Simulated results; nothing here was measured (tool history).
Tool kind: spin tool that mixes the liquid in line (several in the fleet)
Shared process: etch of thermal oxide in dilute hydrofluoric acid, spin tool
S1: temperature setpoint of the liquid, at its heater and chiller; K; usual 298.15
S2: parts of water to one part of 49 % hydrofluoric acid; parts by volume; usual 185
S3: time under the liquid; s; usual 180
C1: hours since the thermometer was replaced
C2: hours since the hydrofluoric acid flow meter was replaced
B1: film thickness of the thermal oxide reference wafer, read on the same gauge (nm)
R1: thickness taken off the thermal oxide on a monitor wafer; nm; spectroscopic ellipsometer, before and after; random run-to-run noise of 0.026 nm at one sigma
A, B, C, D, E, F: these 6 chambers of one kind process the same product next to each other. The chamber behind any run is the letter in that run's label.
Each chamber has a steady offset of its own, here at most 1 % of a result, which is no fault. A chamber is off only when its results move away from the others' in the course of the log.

Run 1C, hour 4.9: usual settings; C1 160.5; C2 600.2; B1 149.99. Result: R1 4.2142 nm.
Run 2F, hour 9.1: usual settings; C1 869.2; C2 512.9; B1 150. Result: R1 4.2804 nm.
Run 3A, hour 13.4: usual settings; C1 2369.3; C2 463.4; B1 150.01. Result: R1 4.2555 nm.
Run 4D, hour 17.2: usual settings; C1 1776.4; C2 650.2; B1 150. Result: R1 4.2534 nm.
Run 5E, hour 21.3: usual settings; C1 414.2; C2 1081.8; B1 149.98. Result: R1 4.2786 nm.
Run 6B, hour 24.7: usual settings; C1 145.7; C2 50.5; B1 150.03. Result: R1 4.2806 nm.
Run 7F, hour 29.8: usual settings; C1 889.9; C2 533.6; B1 150. Result: R1 4.3178 nm.
Run 8C, hour 33.2: usual settings; C1 188.8; C2 628.5; B1 150. Result: R1 4.2746 nm.
Run 9A, hour 37.4: usual settings; C1 2393.3; C2 487.4; B1 149.99. Result: R1 4.248 nm.
Run 10E, hour 42.6: usual settings; C1 435.5; C2 1103.1; B1 149.99. Result: R1 4.3031 nm.
Run 11B, hour 46: usual settings; C1 167; C2 71.8; B1 149.99. Result: R1 4.2824 nm.
Run 12D, hour 50.8: usual settings but S2 245 parts by volume; C1 1810; C2 683.8; B1 149.98. Result: R1 3.0268 nm.
Run 13A, hour 53.4: usual settings but S2 245 parts by volume; C1 2409.3; C2 503.4; B1 150.02. Result: R1 3.0487 nm.
Run 14C, hour 56.8: usual settings but S2 245 parts by volume; C1 212.4; C2 652.1; B1 149.99. Result: R1 3.0313 nm.
Run 15E, hour 60.1: usual settings but S2 245 parts by volume; C1 453; C2 1120.6; B1 150.01. Result: R1 3.0755 nm.
Run 16B, hour 64.9: usual settings but S2 245 parts by volume; C1 185.9; C2 90.7; B1 150. Result: R1 3.0557 nm.
Run 17D, hour 69.1: usual settings but S2 245 parts by volume; C1 1828.3; C2 702.1; B1 150.03. Result: R1 3.0318 nm.
Run 18F, hour 74.2: usual settings but S2 260 parts by volume, S3 115 s; C1 934.3; C2 578; B1 149.99. Result: R1 1.7924 nm.
Run 19C, hour 77.5: usual settings but S2 260 parts by volume, S3 115 s; C1 233.1; C2 672.8; B1 150. Result: R1 1.7804 nm.
Run 20A, hour 81.1: usual settings but S2 260 parts by volume, S3 115 s; C1 2437; C2 531.1; B1 150. Result: R1 1.8076 nm.
Run 21E, hour 86.1: usual settings but S2 260 parts by volume, S3 115 s; C1 479; C2 1146.6; B1 150. Result: R1 1.851 nm.
Run 22B, hour 89.7: usual settings but S2 260 parts by volume, S3 115 s; C1 210.7; C2 115.5; B1 149.98. Result: R1 1.7844 nm.
Run 23D, hour 92.8: usual settings but S2 260 parts by volume, S3 115 s; C1 1852; C2 725.8; B1 150.01. Result: R1 1.79 nm.
Run 24F, hour 97: usual settings; C1 957.1; C2 600.8; B1 149.99. Result: R1 4.3072 nm.
Run 25D, hour 100.8: usual settings; C1 1860; C2 733.8; B1 150.01. Result: R1 4.1862 nm.
Run 26C, hour 103.9: usual settings; C1 259.5; C2 699.2; B1 150.03. Result: R1 4.2071 nm.
Run 27E, hour 108.5: usual settings; C1 501.4; C2 1169; B1 149.97. Result: R1 4.5411 nm.
Run 28F, hour 111.8: usual settings; C1 971.9; C2 615.6; B1 149.98. Result: R1 4.3135 nm.
Run 29A, hour 117.1: usual settings; C1 2473; C2 567.1; B1 150.01. Result: R1 4.2787 nm.
Run 30B, hour 122.1: usual settings; C1 243.1; C2 147.9; B1 150.01. Result: R1 4.3069 nm.
Run 31F, hour 124.8: usual settings; C1 984.9; C2 628.6; B1 149.99. Result: R1 4.2886 nm.
Run 32B, hour 130: usual settings; C1 251; C2 155.8; B1 150. Result: R1 4.2774 nm.
Run 33C, hour 134.6: usual settings; C1 290.2; C2 729.9; B1 150.01. Result: R1 4.2768 nm.
Run 34E, hour 138.6: usual settings; C1 531.5; C2 1199.1; B1 149.97. Result: R1 4.5839 nm.
Run 35A, hour 142.7: usual settings; C1 2498.6; C2 592.7; B1 150.01. Result: R1 4.2798 nm.
Run 36D, hour 146.8: usual settings; C1 1906; C2 779.8; B1 149.97. Result: R1 4.2212 nm.
Run 37F, hour 150.6: usual settings; C1 1010.7; C2 654.4; B1 150. Result: R1 4.3108 nm.

Each of the 6 chambers runs these same settings next. Fill in every chamber's results:
Run 38A, hour 154.4: usual settings but S2 140 parts by volume. Result: R1 ?.
Run 38B, hour 154.4: usual settings but S2 140 parts by volume. Result: R1 ?.
Run 38C, hour 154.4: usual settings but S2 140 parts by volume. Result: R1 ?.
Run 38D, hour 154.4: usual settings but S2 140 parts by volume. Result: R1 ?.
Run 38E, hour 154.4: usual settings but S2 140 parts by volume. Result: R1 ?.
Run 38F, hour 154.4: usual settings but S2 140 parts by volume. Result: R1 ?.

run      R1
38A  5.9302
38B  5.9468
38C  5.8141
38D  5.9512
38E  6.5523
38F  5.9454

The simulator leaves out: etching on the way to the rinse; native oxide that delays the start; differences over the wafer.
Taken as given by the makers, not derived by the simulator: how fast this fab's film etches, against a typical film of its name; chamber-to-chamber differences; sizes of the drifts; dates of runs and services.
